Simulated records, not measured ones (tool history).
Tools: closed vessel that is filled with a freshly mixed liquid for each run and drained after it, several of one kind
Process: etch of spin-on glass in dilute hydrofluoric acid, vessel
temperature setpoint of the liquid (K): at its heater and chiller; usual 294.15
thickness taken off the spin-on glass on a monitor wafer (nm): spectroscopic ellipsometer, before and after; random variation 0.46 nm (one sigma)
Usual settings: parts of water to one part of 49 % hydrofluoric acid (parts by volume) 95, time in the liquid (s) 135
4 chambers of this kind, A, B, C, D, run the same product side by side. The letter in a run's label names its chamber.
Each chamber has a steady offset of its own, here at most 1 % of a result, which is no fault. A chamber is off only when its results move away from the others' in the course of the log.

run     day  temperature setpoint of the liquid (K)  parts of water to one part of 49 % hydrofluoric acid (parts by volume)  time in the liquid (s)  read-back film thickness of the spin-on glass reference wafer, read on the same gauge (nm)  thickness taken off the spin-on glass on a monitor wafer (nm)
 1B   0.275                                  294.15                                                                      95                     135                                                                                      39.981                                                         47.703
 2A   0.746                                  294.15                                                                      95                     135                                                                                      40.026                                                         47.918
 3C   0.967                                  294.15                                                                      95                     135                                                                                      39.947                                                         48.493
 4D   1.342                                  294.15                                                                      95                     135                                                                                      39.987                                                         47.608
 5C    1.65                                  294.15                                                                      95                     135                                                                                      40.016                                                         48.686
 6B   1.925                                  294.15                                                                      95                     135                                                                                      40.052                                                         48.221
 7D     2.2                                  294.15                                                                      95                     135                                                                                      39.963                                                         49.108
 8A   2.567                                  294.15                                                                      95                      65                                                                                      40.016                                                         22.795
 9D   2.838                                  294.15                                                                      95                      65                                                                                       40.03                                                         23.455
10B   3.079                                  294.15                                                                      95                      65                                                                                      40.004                                                           22.9
      3.146  -- chamber C: hydrofluoric acid flow meter replaced
11A     3.5                                  294.15                                                                      95                      65                                                                                      40.015                                                         23.041
12C   3.858                                  294.15                                                                      95                     135                                                                                      39.935                                                         47.608
13B   4.296                                  296.65                                                                      50                     135                                                                                      39.976                                                         107.26
14C   4.708                                  296.65                                                                      50                     135                                                                                      40.009                                                         108.88
15D    4.95                                  296.65                                                                      50                     135                                                                                          40                                                         108.37
16A   5.338                                  296.65                                                                      50                     135                                                                                      40.017                                                          110.5
17B     5.6                                  294.15                                                                      95                     100                                                                                      39.998                                                         35.636
18D   5.971                                  294.15                                                                      95                     100                                                                                      39.994                                                         35.203
19A    6.25                                  294.15                                                                      95                     100                                                                                      39.977                                                         35.489
20C   6.654                                  294.15                                                                      95                     100                                                                                      39.996                                                         35.411
21A   7.017                                  294.15                                                                      95                     135                                                                                      39.997                                                         48.036
22B   7.321                                  294.15                                                                      95                     135                                                                                      39.974                                                          46.99
23C   7.612                                  294.15                                                                      95                     135                                                                                      39.976                                                         47.262
24D   8.004                                  294.15                                                                      95                     135                                                                                       39.98                                                         47.786
25D   8.325                                  294.15                                                                      95                     135                                                                                      40.061                                                         48.475
26A   8.742                                  294.15                                                                      95                     135                                                                                      39.998                                                         48.391
27B   9.142                                  294.15                                                                      95                     135                                                                                      39.976                                                         46.979
28C   9.592                                  294.15                                                                      95                     135                                                                                      39.971                                                         45.511
29B  10.054                                  294.15                                                                      95                     135                                                                                       39.99                                                         47.417
30C  10.442                                  294.15                                                                      95                     135                                                                                      39.994                                                         44.735
31D  10.671                                  294.15                                                                      60                     135                                                                                      39.961                                                         80.439
32A  10.938                                  294.15                                                                      60                     135                                                                                      39.961                                                         79.428
33C  11.188                                  294.15                                                                      60                     135                                                                                      39.999                                                         75.086
34A  11.612                                  294.15                                                                      60                     135                                                                                      39.992                                                         81.486
35B  11.879                                  294.15                                                                      95                     135                                                                                      39.987                                                         46.817
36D  12.146                                  294.15                                                                      95                     135                                                                                      39.999                                                         47.961
37B  12.367                                  294.15                                                                      95                     135                                                                                      39.995                                                         47.084
38C  12.638                                  294.15                                                                      95                     135                                                                                      40.035                                                         44.176
39A  12.996                                  294.15                                                                      95                     135                                                                                      40.003                                                         48.718
40D   13.35                                  291.15                                                                      95                      95                                                                                       40.01                                                         29.935
41C  13.621                                  291.15                                                                      95                      95                                                                                      39.967                                                         27.409
42B  13.846                                  291.15                                                                      95                      95                                                                                      40.022                                                         29.063

Is one chamber off against the others, does the gauge drift, or is nothing wrong? If a chamber is off, say which, and what the likeliest cause is.

Chamber C drifts away from the others.
Cause: liquid colder than its thermometer reads (K) = 2.59.
The log may not tell that from: hydrofluoric acid flow below the setpoint (%).

Here are 4 candidates for chamber C's next run, each the usual settings with a change, their results left as question marks. Which one brings its results back in line with what the others give on the usual settings?
In line means no further than this from the other chambers' mean on the usual settings: thickness taken off the spin-on glass on a monitor wafer (nm) 1.6
43C-1  14.196                                  291.65                                                                      95                     135                                                                                                                                                          ?
43C-2  14.196                                  294.15                                                                      95                     110                                                                                                                                                          ?
43C-3  14.196                                  294.15                                                                      95                     150                                                                                                                                                          ?
43C-4  14.196                                  294.65                                                                      95                     160                                                                                                                                                          ?

The other chambers' mean on the usual settings: thickness taken off the spin-on glass on a monitor wafer (nm) 48.119
  run  thickness taken off the spin-on glass on a monitor wafer (nm)
43C-1                                                         39.146
43C-2                                                         35.496
43C-3                                                         48.404
43C-4                                                         52.719
43C-3 brings the chamber back in line.
